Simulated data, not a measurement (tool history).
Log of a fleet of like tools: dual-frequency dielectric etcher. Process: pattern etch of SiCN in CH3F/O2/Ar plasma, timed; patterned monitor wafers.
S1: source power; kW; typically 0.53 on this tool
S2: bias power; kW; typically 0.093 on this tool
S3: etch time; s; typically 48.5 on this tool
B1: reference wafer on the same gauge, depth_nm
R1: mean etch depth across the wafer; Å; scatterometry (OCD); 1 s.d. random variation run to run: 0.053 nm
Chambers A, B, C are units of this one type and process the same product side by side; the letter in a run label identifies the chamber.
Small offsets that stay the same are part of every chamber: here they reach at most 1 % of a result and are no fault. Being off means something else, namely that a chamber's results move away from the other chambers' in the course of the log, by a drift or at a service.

run 1C hour=3.3 | S1=0.53 S2=0.093 S3=48.5 | B1=23.505 | R1=220.35
run 2A hour=8.2 | S1=0.53 S2=0.093 S3=48.5 | B1=23.488 | R1=220.23
run 3B hour=12.9 | S1=0.53 S2=0.093 S3=48.5 | B1=23.498 | R1=223.12
run 4C hour=18.4 | S1=0.53 S2=0.093 S3=48.5 | B1=23.489 | R1=220.71
run 5A hour=21.5 | S1=0.53 S2=0.093 S3=55.5 | B1=23.511 | R1=253.47
run 6B hour=25.1 | S1=0.53 S2=0.093 S3=55.5 | B1=23.502 | R1=256.19
-- hour=27.2 chamber C: wet clean of the chamber
run 7C hour=27.7 | S1=0.53 S2=0.093 S3=55.5 | B1=23.498 | R1=253.42
run 8A hour=31.8 | S1=0.53 S2=0.093 S3=48.5 | B1=23.496 | R1=220.33
run 9B hour=36.9 | S1=0.53 S2=0.086 S3=44 | B1=23.51 | R1=197.07
run 10C hour=42.4 | S1=0.53 S2=0.086 S3=44 | B1=23.499 | R1=194.26
run 11B hour=46.3 | S1=0.53 S2=0.086 S3=44 | B1=23.508 | R1=197.16
run 12A hour=48.9 | S1=0.53 S2=0.093 S3=48.5 | B1=23.488 | R1=220.39
run 13A hour=53.5 | S1=0.53 S2=0.093 S3=48.5 | B1=23.499 | R1=220.65
run 14C hour=57.8 | S1=0.53 S2=0.093 S3=48.5 | B1=23.494 | R1=220.93
run 15B hour=62.9 | S1=0.48 S2=0.093 S3=36 | B1=23.485 | R1=159.87
run 16C hour=65.6 | S1=0.48 S2=0.093 S3=36 | B1=23.493 | R1=157.58
run 17A hour=68.1 | S1=0.48 S2=0.093 S3=36 | B1=23.506 | R1=158.65
run 18B hour=72.9 | S1=0.53 S2=0.093 S3=48.5 | B1=23.5 | R1=224.5
run 19A hour=76.8 | S1=0.53 S2=0.093 S3=48.5 | B1=23.509 | R1=221.57
run 20C hour=80.5 | S1=0.53 S2=0.093 S3=48.5 | B1=23.505 | R1=220.6
run 21B hour=84.1 | S1=0.53 S2=0.093 S3=48.5 | B1=23.499 | R1=222.86
run 22C hour=88.4 | S1=0.53 S2=0.093 S3=48.5 | B1=23.503 | R1=220.72
run 23A hour=93.7 | S1=0.53 S2=0.093 S3=48.5 | B1=23.491 | R1=223.14
run 24B hour=97.9 | S1=0.53 S2=0.093 S3=48.5 | B1=23.497 | R1=223.22
run 25C hour=103 | S1=0.53 S2=0.093 S3=48.5 | B1=23.495 | R1=221.05
run 26B hour=105.7 | S1=0.53 S2=0.108 S3=39 | B1=23.504 | R1=190.42
run 27A hour=108.5 | S1=0.53 S2=0.108 S3=39 | B1=23.493 | R1=189.44
run 28B hour=112.1 | S1=0.53 S2=0.108 S3=39 | B1=23.499 | R1=190.15
run 29A hour=116.6 | S1=0.53 S2=0.093 S3=48.5 | B1=23.495 | R1=223.64
run 30C hour=119.3 | S1=0.53 S2=0.093 S3=48.5 | B1=23.514 | R1=220.26
run 31B hour=124.6 | S1=0.53 S2=0.093 S3=48.5 | B1=23.51 | R1=223.5
run 32C hour=129.1 | S1=0.53 S2=0.093 S3=48.5 | B1=23.508 | R1=220.14
run 33A hour=131.8 | S1=0.53 S2=0.093 S3=48.5 | B1=23.492 | R1=224.35
run 34A hour=134.4 | S1=0.53 S2=0.114 S3=48.5 | B1=23.499 | R1=241.97
run 35C hour=136.9 | S1=0.53 S2=0.114 S3=48.5 | B1=23.49 | R1=236.35
run 36B hour=140.2 | S1=0.53 S2=0.114 S3=48.5 | B1=23.498 | R1=241.03
run 37C hour=145.2 | S1=0.53 S2=0.093 S3=48.5 | B1=23.496 | R1=220.81
run 38B hour=150.6 | S1=0.53 S2=0.093 S3=48.5 | B1=23.512 | R1=223.22
run 39A hour=153.3 | S1=0.53 S2=0.093 S3=48.5 | B1=23.49 | R1=225.8
run 40B hour=157.6 | S1=0.53 S2=0.093 S3=48.5 | B1=23.509 | R1=223.8
run 41C hour=160.7 | S1=0.53 S2=0.093 S3=48.5 | B1=23.487 | R1=219.99
run 42A hour=165 | S1=0.53 S2=0.093 S3=48.5 | B1=23.505 | R1=226.48
run 43C hour=169.2 | S1=0.53 S2=0.093 S3=48.5 | B1=23.505 | R1=220.27
run 44A hour=174.7 | S1=0.53 S2=0.093 S3=48.5 | B1=23.518 | R1=227.08

Predict what each chamber gives when all 3 of them run the settings below next.
run 45A hour=178.7 | S1=0.53 S2=0.115 S3=48.5 | R1=?
run 45B hour=178.7 | S1=0.53 S2=0.115 S3=48.5 | R1=?
run 45C hour=178.7 | S1=0.53 S2=0.115 S3=48.5 | R1=?

run=45A R1=245.05
run=45B R1=242.23
run=45C R1=238.26
